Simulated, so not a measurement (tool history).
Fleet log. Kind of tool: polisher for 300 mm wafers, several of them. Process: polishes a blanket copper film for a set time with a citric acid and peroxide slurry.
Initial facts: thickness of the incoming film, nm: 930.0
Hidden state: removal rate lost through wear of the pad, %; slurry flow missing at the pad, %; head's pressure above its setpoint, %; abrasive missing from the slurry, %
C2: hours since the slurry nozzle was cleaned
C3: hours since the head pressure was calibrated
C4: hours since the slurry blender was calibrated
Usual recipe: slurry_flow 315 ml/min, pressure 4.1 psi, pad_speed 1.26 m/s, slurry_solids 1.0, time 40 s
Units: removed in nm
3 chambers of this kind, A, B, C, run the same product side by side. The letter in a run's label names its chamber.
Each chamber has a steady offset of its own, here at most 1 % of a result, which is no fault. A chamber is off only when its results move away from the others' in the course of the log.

{"run": "1C", "day": 0.212, "slurry_flow": 315, "pressure": 4.1, "pad_speed": 1.26, "slurry_solids": 1.0, "time": 40, "wafers polished on this pad": 333, "C2": 70.2, "C3": 121.3, "C4": 325.5, "removed": 156.22}
{"run": "2A", "day": 0.458, "slurry_flow": 315, "pressure": 4.1, "pad_speed": 1.26, "slurry_solids": 1.0, "time": 40, "wafers polished on this pad": 360, "C2": 289.4, "C3": 77.0, "C4": 165.2, "removed": 155.55}
{"run": "3B", "day": 0.596, "slurry_flow": 315, "pressure": 4.1, "pad_speed": 1.26, "slurry_solids": 1.0, "time": 40, "wafers polished on this pad": 702, "C2": 218.6, "C3": 79.0, "C4": 143.3, "removed": 156.47}
{"run": "4A", "day": 0.808, "slurry_flow": 315, "pressure": 4.1, "pad_speed": 1.26, "slurry_solids": 1.0, "time": 40, "wafers polished on this pad": 434, "C2": 297.8, "C3": 85.4, "C4": 173.6, "removed": 157.21}
{"run": "5B", "day": 0.996, "slurry_flow": 315, "pressure": 4.1, "pad_speed": 0.96, "slurry_solids": 1.0, "time": 40, "wafers polished on this pad": 786, "C2": 228.2, "C3": 88.6, "C4": 152.9, "removed": 118.94}
{"run": "6C", "day": 1.2, "slurry_flow": 315, "pressure": 4.1, "pad_speed": 0.96, "slurry_solids": 1.0, "time": 40, "wafers polished on this pad": 542, "C2": 93.9, "C3": 145.0, "C4": 349.2, "removed": 123.81}
{"run": "7A", "day": 1.429, "slurry_flow": 315, "pressure": 4.1, "pad_speed": 0.96, "slurry_solids": 1.0, "time": 40, "wafers polished on this pad": 565, "C2": 312.7, "C3": 100.3, "C4": 188.5, "removed": 119.83}
{"run": "8C", "day": 1.7, "slurry_flow": 315, "pressure": 4.1, "pad_speed": 1.26, "slurry_solids": 1.0, "time": 40, "wafers polished on this pad": 648, "C2": 105.9, "C3": 157.0, "C4": 361.2, "removed": 159.05}
{"run": "9B", "day": 1.825, "slurry_flow": 315, "pressure": 4.6, "pad_speed": 1.26, "slurry_solids": 1.1, "time": 40, "wafers polished on this pad": 962, "C2": 248.1, "C3": 108.5, "C4": 172.8, "removed": 179.01}
{"run": "10C", "day": 2.108, "slurry_flow": 315, "pressure": 4.6, "pad_speed": 1.26, "slurry_solids": 1.1, "time": 40, "wafers polished on this pad": 734, "C2": 115.7, "C3": 166.8, "C4": 371.0, "removed": 182.23}
{"run": "11B", "day": 2.321, "slurry_flow": 315, "pressure": 4.6, "pad_speed": 1.26, "slurry_solids": 1.1, "time": 40, "wafers polished on this pad": 1066, "C2": 260.0, "C3": 120.4, "C4": 184.7, "removed": 176.23}
{"run": "12A", "day": 2.479, "slurry_flow": 315, "pressure": 4.1, "pad_speed": 1.26, "slurry_solids": 1.0, "time": 40, "wafers polished on this pad": 787, "C2": 337.9, "C3": 125.5, "C4": 213.7, "removed": 158.2}
{"day": 2.521, "done": "chamber A: worn pad replaced by a new one"}
{"run": "13A", "day": 2.654, "slurry_flow": 315, "pressure": 4.1, "pad_speed": 1.26, "slurry_solids": 1.0, "time": 40, "wafers polished on this pad": 28, "C2": 342.1, "C3": 129.7, "C4": 217.9, "removed": 159.01}
{"run": "14C", "day": 2.796, "slurry_flow": 315, "pressure": 4.1, "pad_speed": 1.26, "slurry_solids": 1.0, "time": 40, "wafers polished on this pad": 879, "C2": 132.2, "C3": 183.3, "C4": 387.5, "removed": 158.72}
{"run": "15B", "day": 3.058, "slurry_flow": 315, "pressure": 4.1, "pad_speed": 1.26, "slurry_solids": 1.0, "time": 40, "wafers polished on this pad": 1222, "C2": 277.7, "C3": 138.1, "C4": 202.4, "removed": 150.36}
{"run": "16B", "day": 3.212, "slurry_flow": 315, "pressure": 4.1, "pad_speed": 1.26, "slurry_solids": 1.0, "time": 40, "wafers polished on this pad": 1255, "C2": 281.4, "C3": 141.8, "C4": 206.1, "removed": 150.08}
{"run": "17C", "day": 3.408, "slurry_flow": 315, "pressure": 4.1, "pad_speed": 1.26, "slurry_solids": 1.0, "time": 40, "wafers polished on this pad": 1009, "C2": 146.9, "C3": 198.0, "C4": 402.2, "removed": 158.97}
{"run": "18A", "day": 3.629, "slurry_flow": 315, "pressure": 4.1, "pad_speed": 1.26, "slurry_solids": 1.0, "time": 40, "wafers polished on this pad": 234, "C2": 365.5, "C3": 153.1, "C4": 241.3, "removed": 160.88}
{"run": "19B", "day": 3.829, "slurry_flow": 315, "pressure": 4.1, "pad_speed": 1.26, "slurry_solids": 1.0, "time": 40, "wafers polished on this pad": 1385, "C2": 296.2, "C3": 156.6, "C4": 220.9, "removed": 147.04}
{"run": "20A", "day": 3.992, "slurry_flow": 315, "pressure": 4.1, "pad_speed": 1.26, "slurry_solids": 1.0, "time": 40, "wafers polished on this pad": 310, "C2": 374.2, "C3": 161.8, "C4": 250.0, "removed": 161.14}

One chamber off, gauge drift, or nothing amiss beyond the chambers' own small offsets? If it is a chamber, which one, and what is the likeliest cause?

Little by little, chamber B moves away from the other chambers.
Cause: removal rate lost through wear of the pad, % = 8.07.
The log may not separate it from: head's pressure below its setpoint, %; abrasive missing from the slurry, %.

Chamber B could run next with any of the 4 candidate recipes listed below; each alters the usual settings, and their results appear as question marks. Which one brings its results back in line with what the other chambers deliver on the usual settings?
A result is in line if it is within this distance of the other chambers' mean on the usual settings: removed 5.50 nm
{"run": "21B-1", "day": 4.2, "slurry_flow": 315, "pressure": 4.1, "pad_speed": 1.38, "slurry_solids": 1.0, "time": 40, "removed": "?"}
{"run": "21B-2", "day": 4.2, "slurry_flow": 310, "pressure": 4.1, "pad_speed": 1.26, "slurry_solids": 0.95, "time": 33, "removed": "?"}
{"run": "21B-3", "day": 4.2, "slurry_flow": 315, "pressure": 3.9, "pad_speed": 1.26, "slurry_solids": 1.0, "time": 38, "removed": "?"}
{"run": "21B-4", "day": 4.2, "slurry_flow": 320, "pressure": 4.1, "pad_speed": 1.5, "slurry_solids": 1.05, "time": 40, "removed": "?"}

The mean the other chambers reach with the usual settings: removed 158.04 nm
run=21B-1 removed=157.63
run=21B-2 removed=117.46
run=21B-3 removed=130.40
run=21B-4 removed=173.16
21B-1 is the one that brings the chamber's results back in line with the other chambers.

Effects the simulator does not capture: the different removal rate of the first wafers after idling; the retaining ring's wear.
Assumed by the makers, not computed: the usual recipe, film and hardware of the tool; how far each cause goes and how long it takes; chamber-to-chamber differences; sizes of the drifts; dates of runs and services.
